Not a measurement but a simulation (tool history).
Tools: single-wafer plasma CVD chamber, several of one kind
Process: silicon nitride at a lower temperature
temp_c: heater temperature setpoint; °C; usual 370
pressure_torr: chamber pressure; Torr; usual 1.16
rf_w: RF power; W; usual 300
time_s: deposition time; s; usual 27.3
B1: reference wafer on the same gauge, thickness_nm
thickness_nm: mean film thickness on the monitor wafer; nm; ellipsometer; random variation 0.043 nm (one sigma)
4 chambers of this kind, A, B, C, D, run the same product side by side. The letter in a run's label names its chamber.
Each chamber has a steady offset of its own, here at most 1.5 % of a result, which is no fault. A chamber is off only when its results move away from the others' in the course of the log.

Run 1D, hour 8.1: usual settings; B1 26.611. Result: thickness_nm 29.031 nm.
Run 2A, hour 17.1: usual settings; B1 26.609. Result: thickness_nm 29.192 nm.
Run 3B, hour 23.0: usual settings; B1 26.605. Result: thickness_nm 29.319 nm.
At hour 26.0: chamber D: RF generator calibrated.
At hour 31.2: chamber B: thermocouple changed; heater temperature recalibrated.
Run 4C, hour 33.6: usual settings; B1 26.624. Result: thickness_nm 29.316 nm.
At hour 37.3: chamber C: RF generator calibrated.
Run 5D, hour 42.0: usual settings; B1 26.630. Result: thickness_nm 28.967 nm.
Run 6B, hour 50.4: usual settings; B1 26.624. Result: thickness_nm 29.389 nm.
Run 7A, hour 63.2: usual settings; B1 26.630. Result: thickness_nm 29.226 nm.
Run 8C, hour 71.2: usual settings; B1 26.625. Result: thickness_nm 29.340 nm.
Run 9B, hour 80.9: usual settings; B1 26.626. Result: thickness_nm 29.444 nm.
Run 10A, hour 88.0: usual settings; B1 26.633. Result: thickness_nm 29.328 nm.
Run 11C, hour 96.4: usual settings but time_s 22.4 s; B1 26.637. Result: thickness_nm 24.076 nm.
Run 12D, hour 104.1: usual settings but time_s 22.4 s; B1 26.644. Result: thickness_nm 23.822 nm.
Run 13C, hour 117.4: usual settings but time_s 22.4 s; B1 26.653. Result: thickness_nm 24.075 nm.
Run 14D, hour 124.6: usual settings but time_s 22.4 s; B1 26.653. Result: thickness_nm 23.830 nm.
Run 15B, hour 131.7: usual settings; B1 26.654. Result: thickness_nm 29.375 nm.
Run 16A, hour 141.8: usual settings; B1 26.661. Result: thickness_nm 29.213 nm.
Run 17D, hour 150.8: usual settings but pressure_torr 1.29 Torr, rf_w 280 W; B1 26.663. Result: thickness_nm 28.575 nm.
Run 18A, hour 159.9: usual settings but pressure_torr 1.29 Torr, rf_w 280 W; B1 26.666. Result: thickness_nm 28.785 nm.
Run 19B, hour 167.5: usual settings but pressure_torr 1.29 Torr, rf_w 280 W; B1 26.674. Result: thickness_nm 28.932 nm.
Run 20C, hour 177.8: usual settings but pressure_torr 1.29 Torr, rf_w 280 W; B1 26.686. Result: thickness_nm 28.924 nm.
Run 21D, hour 189.0: usual settings; B1 26.682. Result: thickness_nm 29.098 nm.
Run 22C, hour 198.1: usual settings; B1 26.684. Result: thickness_nm 29.413 nm.
Run 23B, hour 211.4: usual settings but temp_c 357 °C, time_s 25.4 s; B1 26.693. Result: thickness_nm 27.605 nm.
At hour 218.6: chamber A: RF generator calibrated.
Run 24A, hour 224.8: usual settings but temp_c 357 °C, time_s 25.4 s; B1 26.698. Result: thickness_nm 27.464 nm.
Run 25C, hour 231.8: usual settings but temp_c 357 °C, time_s 25.4 s; B1 26.705. Result: thickness_nm 27.523 nm.
Run 26D, hour 241.0: usual settings but temp_c 357 °C, time_s 25.4 s; B1 26.706. Result: thickness_nm 27.210 nm.
Run 27A, hour 253.2: usual settings but time_s 31.1 s; B1 26.716. Result: thickness_nm 33.511 nm.
Run 28B, hour 260.1: usual settings but time_s 31.1 s; B1 26.716. Result: thickness_nm 33.631 nm.
Run 29A, hour 269.5: usual settings but time_s 31.1 s; B1 26.716. Result: thickness_nm 33.442 nm.
At hour 272.3: chamber C: thermocouple changed; heater temperature recalibrated.
Run 30C, hour 276.8: usual settings but time_s 31.1 s; B1 26.719. Result: thickness_nm 33.514 nm.
Run 31B, hour 286.3: usual settings; B1 26.725. Result: thickness_nm 29.498 nm.
Run 32D, hour 298.6: usual settings; B1 26.720. Result: thickness_nm 29.175 nm.
Run 33D, hour 304.5: usual settings; B1 26.736. Result: thickness_nm 29.052 nm.
At hour 313.5: chamber D: thermocouple changed; heater temperature recalibrated.
Run 34B, hour 317.1: usual settings; B1 26.735. Result: thickness_nm 29.495 nm.
Run 35C, hour 324.3: usual settings but rf_w 260 W; B1 26.737. Result: thickness_nm 26.689 nm.
Run 36A, hour 335.1: usual settings but rf_w 260 W; B1 26.737. Result: thickness_nm 26.590 nm.
Run 37D, hour 347.1: usual settings but rf_w 260 W; B1 26.764. Result: thickness_nm 26.339 nm.
Run 38A, hour 357.2: usual settings but rf_w 260 W; B1 26.766. Result: thickness_nm 26.574 nm.
Run 39C, hour 365.0: usual settings; B1 26.761. Result: thickness_nm 29.479 nm.

All 4 chambers run these settings next. Forecast each chamber's results:
Run 40A, hour 374.7: usual settings. Result: thickness_nm ?.
Run 40B, hour 374.7: usual settings. Result: thickness_nm ?.
Run 40C, hour 374.7: usual settings. Result: thickness_nm ?.
Run 40D, hour 374.7: usual settings. Result: thickness_nm ?.

run  thickness_nm
40A        29.387
40B        29.530
40C        29.573
40D        29.212
